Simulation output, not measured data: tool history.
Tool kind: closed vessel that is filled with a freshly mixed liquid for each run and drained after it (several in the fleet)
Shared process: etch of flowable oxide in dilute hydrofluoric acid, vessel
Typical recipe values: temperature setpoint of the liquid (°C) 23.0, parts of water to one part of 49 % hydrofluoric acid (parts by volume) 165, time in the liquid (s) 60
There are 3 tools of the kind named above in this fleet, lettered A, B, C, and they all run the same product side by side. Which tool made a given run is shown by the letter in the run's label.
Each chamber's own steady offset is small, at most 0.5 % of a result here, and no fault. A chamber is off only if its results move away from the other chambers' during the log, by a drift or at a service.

run   hour  temperature setpoint of the liquid (°C)  parts of water to one part of 49 % hydrofluoric acid (parts by volume)  time in the liquid (s)  hours since the thermometer was replaced  hours since the hydrofluoric acid flow meter was replaced  read-back film thickness of the flowable oxide reference wafer, read on the same gauge (nm)  thickness taken off the flowable oxide on a monitor wafer (nm)
 1B    8.6                                     23.0                                                                     165                      60                                     634.5                                                       51.6                                                                                       99.985                                                         15.7340
 2A   17.5                                     23.0                                                                     165                      60                                    1151.6                                                      908.6                                                                                      100.010                                                         15.7140
 3C   25.2                                     23.0                                                                     165                      60                                     954.3                                                      726.8                                                                                      100.030                                                         15.7780
 4B   37.3                                     23.0                                                                     165                      60                                     663.2                                                       80.3                                                                                      100.000                                                         15.5630
 5C   50.7                                     21.0                                                                     235                      60                                     979.8                                                      752.3                                                                                      100.070                                                          9.5452
 6A   65.0                                     21.0                                                                     235                      60                                    1199.1                                                      956.1                                                                                      100.010                                                          9.4984
 7B   72.7                                     21.0                                                                     235                      60                                     698.6                                                      115.7                                                                                       99.996                                                          9.4580
 8C   80.2                                     23.0                                                                     165                      60                                    1009.3                                                      781.8                                                                                      100.040                                                         15.8300
 9A   89.4                                     23.0                                                                     165                      60                                    1223.5                                                      980.5                                                                                       99.999                                                         15.6290
10B   97.6                                     23.0                                                                     165                      60                                     723.5                                                      140.6                                                                                      100.010                                                         15.7480
11A  112.8                                     23.0                                                                     165                      60                                    1246.9                                                     1003.9                                                                                       99.988                                                         15.7320
12C  127.4                                     23.0                                                                     165                      60                                    1056.5                                                      829.0                                                                                       99.991                                                         15.7540
13C  141.5                                     21.5                                                                     230                      60                                    1070.6                                                      843.1                                                                                      100.040                                                         10.0290
14B  155.5                                     21.5                                                                     230                      60                                     781.4                                                      198.5                                                                                      100.000                                                          9.9318
15A  165.6                                     21.5                                                                     230                      60                                    1299.7                                                     1056.7                                                                                       99.977                                                          9.9639
16A  181.0                                     23.0                                                                     165                      60                                    1315.1                                                     1072.1                                                                                       99.978                                                         15.7120
17C  188.3                                     23.0                                                                     165                      60                                    1117.4                                                      889.9                                                                                      100.000                                                         15.6730
18B  195.6                                     23.0                                                                     165                      60                                     821.5                                                      238.6                                                                                      100.010                                                         15.7630
19A  210.0                                     23.0                                                                     130                      90                                    1344.1                                                     1101.1                                                                                      100.010                                                         30.8770
20C  218.5                                     23.0                                                                     130                      90                                    1147.6                                                      920.1                                                                                      100.020                                                         31.2580
21B  225.4                                     23.0                                                                     130                      90                                     851.3                                                      268.4                                                                                      100.030                                                         31.3100
22A  234.2                                     23.0                                                                     165                      60                                    1368.3                                                     1125.3                                                                                      100.010                                                         15.6980
23C  248.8                                     23.0                                                                     165                      60                                    1177.9                                                      950.4                                                                                       99.993                                                         15.5770
24B  264.2                                     23.0                                                                     165                      60                                     890.1                                                      307.2                                                                                       99.983                                                         15.7940
25B  277.3                                     23.0                                                                     165                      60                                     903.2                                                      320.3                                                                                      100.030                                                         15.7360
26C  292.1                                     23.0                                                                     165                      60                                    1221.2                                                      993.7                                                                                       99.966                                                         15.5850
27A  305.5                                     23.0                                                                     165                      60                                    1439.6                                                     1196.6                                                                                       99.995                                                         15.7140
28B  318.5                                     23.0                                                                     165                      60                                     944.4                                                      361.5                                                                                      100.040                                                         15.7590
29C  333.1                                     23.0                                                                     165                      60                                    1262.2                                                     1034.7                                                                                      100.010                                                         15.5030
30A  345.1                                     23.0                                                                     165                      60                                    1479.2                                                     1236.2                                                                                       99.989                                                         15.6290
31B  353.4                                     23.0                                                                     165                      60                                     979.3                                                      396.4                                                                                      100.020                                                         15.6260
32C  361.1                                     23.0                                                                     165                      60                                    1290.2                                                     1062.7                                                                                       99.958                                                         15.4570
33A  371.4                                     23.0                                                                     165                      60                                    1505.5                                                     1262.5                                                                                       99.941                                                         15.5920
34A  384.9                                     23.0                                                                     165                      60                                    1519.0                                                     1276.0                                                                                      100.030                                                         15.7920
35B  393.9                                     23.0                                                                     165                      60                                    1019.8                                                      436.9                                                                                      100.020                                                         15.6980
36C  406.4                                     23.0                                                                     165                      60                                    1335.5                                                     1108.0                                                                                      100.010                                                         15.3930
37C  421.3                                     23.0                                                                     165                      60                                    1350.4                                                     1122.9                                                                                       99.975                                                         15.3200
38B  429.7                                     25.0                                                                     165                      35                                    1055.6                                                      472.7                                                                                       99.956                                                          9.8746
39A  439.6                                     25.0                                                                     165                      35                                    1573.7                                                     1330.7                                                                                      100.000                                                          9.9121
40A  447.3                                     25.0                                                                     165                      35                                    1581.4                                                     1338.4                                                                                      100.020                                                          9.8700
41B  461.7                                     21.0                                                                     165                      40                                    1087.6                                                      504.7                                                                                      100.000                                                          9.6530
42C  474.3                                     21.0                                                                     165                      40                                    1403.4                                                     1175.9                                                                                      100.010                                                          9.3768
43C  481.2                                     21.0                                                                     165                      40                                    1410.3                                                     1182.8                                                                                      100.010                                                          9.3306
44A  490.1                                     23.0                                                                     165                      60                                    1624.2                                                     1381.2                                                                                      100.020                                                         15.6610

Is one chamber out of step, is the gauge drifting, or do the chambers differ by no more than their own small offsets? For an off chamber, give its letter and the likeliest cause.

Little by little, chamber C moves away from the other chambers.
Likeliest cause: liquid colder than its thermometer reads (K) = 0.933.
The log may not tell that from: hydrofluoric acid flow below the setpoint (%).

Here are 4 candidates for chamber C's next run, each the usual settings with a change, their results left as question marks. Which one brings its results back in line with what the others give on the usual settings?
Allowed miss from the other chambers' usual-settings mean, per result, to count as in line: thickness taken off the flowable oxide on a monitor wafer (nm) 0.2100
45C-1  501.5                                     23.0                                                                     160                      60                                                                                                                                                                                                                                                                 ?
45C-2  501.5                                     23.0                                                                     155                      60                                                                                                                                                                                                                                                                 ?
45C-3  501.5                                     23.0                                                                     175                      60                                                                                                                                                                                                                                                                 ?
45C-4  501.5                                     23.0                                                                     170                      60                                                                                                                                                                                                                                                                 ?

Usual-settings mean across the other chambers: thickness taken off the flowable oxide on a monitor wafer (nm) 15.6890
  run  thickness taken off the flowable oxide on a monitor wafer (nm)
45C-1                                                         15.7300
45C-2                                                         16.3190
45C-3                                                         14.1700
45C-4                                                         14.6590
The right change is 45C-1: it brings the chamber back within the allowed miss of the others.
